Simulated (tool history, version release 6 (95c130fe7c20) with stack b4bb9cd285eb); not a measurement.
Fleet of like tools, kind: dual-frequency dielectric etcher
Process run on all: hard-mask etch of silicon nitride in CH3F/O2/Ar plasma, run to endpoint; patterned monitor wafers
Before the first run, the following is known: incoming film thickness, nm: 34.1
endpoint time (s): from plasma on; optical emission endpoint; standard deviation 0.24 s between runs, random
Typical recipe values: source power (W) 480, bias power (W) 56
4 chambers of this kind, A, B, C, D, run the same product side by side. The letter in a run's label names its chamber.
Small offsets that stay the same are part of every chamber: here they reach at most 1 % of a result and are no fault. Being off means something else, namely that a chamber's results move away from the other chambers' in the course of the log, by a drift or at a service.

| run | hour | source power (W) | bias power (W) | hours since the last wet clean | hours since the last source power generator calibration | hours since the last bias power generator calibration | endpoint time (s) |
|---|---|---|---|---|---|---|---|
| 1B | 6.4 | 480 | 56 | 245.1 | 10.8 | 1803.2 | 50.159 |
| 2C | 13 | 480 | 56 | 216.9 | 2510.1 | 1638.7 | 49.819 |
| 3A | 16.8 | 480 | 56 | 418.4 | 301.4 | 2556.4 | 49.73 |
| 4D | 21.2 | 480 | 56 | 476.3 | 438.8 | 1269.9 | 49.682 |
| 5D | 26.6 | 420 | 62 | 481.7 | 444.2 | 1275.3 | 50.784 |
| 6A | 34.7 | 420 | 62 | 436.3 | 319.3 | 2574.3 | 50.726 |
| 7C | 39.1 | 420 | 62 | 243 | 2536.2 | 1664.8 | 51.24 |
| 8B | 44.7 | 420 | 62 | 283.4 | 49.1 | 1841.5 | 51.675 |
| 9B | 51.9 | 480 | 66 | 290.6 | 56.3 | 1848.7 | 47.852 |
| 10D | 58.2 | 480 | 66 | 513.3 | 475.8 | 1306.9 | 47.77 |
|  | 62.9 | chamber A: wet clean of the chamber |
| 11C | 64.7 | 480 | 66 | 268.6 | 2561.8 | 1690.4 | 47.665 |
| 12A | 71.6 | 480 | 66 | 8.7 | 356.2 | 2611.2 | 47.512 |
| 13B | 76.4 | 480 | 56 | 315.1 | 80.8 | 1873.2 | 50.891 |
| 14A | 82.9 | 480 | 56 | 20 | 367.5 | 2622.5 | 49.786 |
| 15D | 90.9 | 480 | 56 | 546 | 508.5 | 1339.6 | 49.82 |
| 16C | 98.6 | 480 | 56 | 302.5 | 2595.7 | 1724.3 | 50.293 |
| 17A | 103.8 | 480 | 56 | 40.9 | 388.4 | 2643.4 | 50.162 |
| 18B | 110.5 | 570 | 64 | 349.2 | 114.9 | 1907.3 | 45.706 |
| 19D | 115.7 | 570 | 64 | 570.8 | 533.3 | 1364.4 | 44.78 |
| 20C | 123.1 | 570 | 64 | 327 | 2620.2 | 1748.8 | 45.599 |
| 21B | 127.1 | 570 | 64 | 365.8 | 131.5 | 1923.9 | 46.178 |
| 22A | 133.8 | 480 | 56 | 70.9 | 418.4 | 2673.4 | 49.973 |
| 23C | 139.2 | 480 | 56 | 343.1 | 2636.3 | 1764.9 | 50.245 |
| 24D | 144.3 | 480 | 69 | 599.4 | 561.9 | 1393 | 47.048 |
| 25C | 151.2 | 480 | 69 | 355.1 | 2648.3 | 1776.9 | 46.809 |
|  | 152.3 | chamber D: wet clean of the chamber |
| 26D | 158.1 | 480 | 69 | 5.8 | 575.7 | 1406.8 | 46.673 |
| 27A | 162.1 | 480 | 69 | 99.2 | 446.7 | 2701.7 | 46.806 |
| 28B | 166.9 | 480 | 56 | 405.6 | 171.3 | 1963.7 | 52.306 |
| 29C | 172.5 | 480 | 56 | 376.4 | 2669.6 | 1798.2 | 50.308 |
| 30D | 177.5 | 480 | 56 | 25.2 | 595.1 | 1426.2 | 50.244 |
| 31B | 184.6 | 480 | 56 | 423.3 | 189 | 1981.4 | 52.174 |
| 32A | 191.5 | 480 | 56 | 128.6 | 476.1 | 2731.1 | 50.16 |
| 33D | 198.5 | 480 | 56 | 46.2 | 616.1 | 1447.2 | 49.827 |
| 34A | 204.5 | 480 | 56 | 141.6 | 489.1 | 2744.1 | 49.958 |
| 35C | 212.3 | 480 | 56 | 416.2 | 2709.4 | 1838 | 50.245 |
| 36B | 219.4 | 480 | 56 | 458.1 | 223.8 | 2016.2 | 52.739 |
| 37D | 225 | 480 | 56 | 72.7 | 642.6 | 1473.7 | 49.852 |

Predict what each chamber gives when all 4 of them run the settings below next.
| 38A | 230.8 | 520 | 56 |  |  |  | ? |
| 38B | 230.8 | 520 | 56 |  |  |  | ? |
| 38C | 230.8 | 520 | 56 |  |  |  | ? |
| 38D | 230.8 | 520 | 56 |  |  |  | ? |

| run | endpoint time (s) |
|---|---|
| 38A | 48.626 |
| 38B | 50.872 |
| 38C | 49.041 |
| 38D | 48.48 |
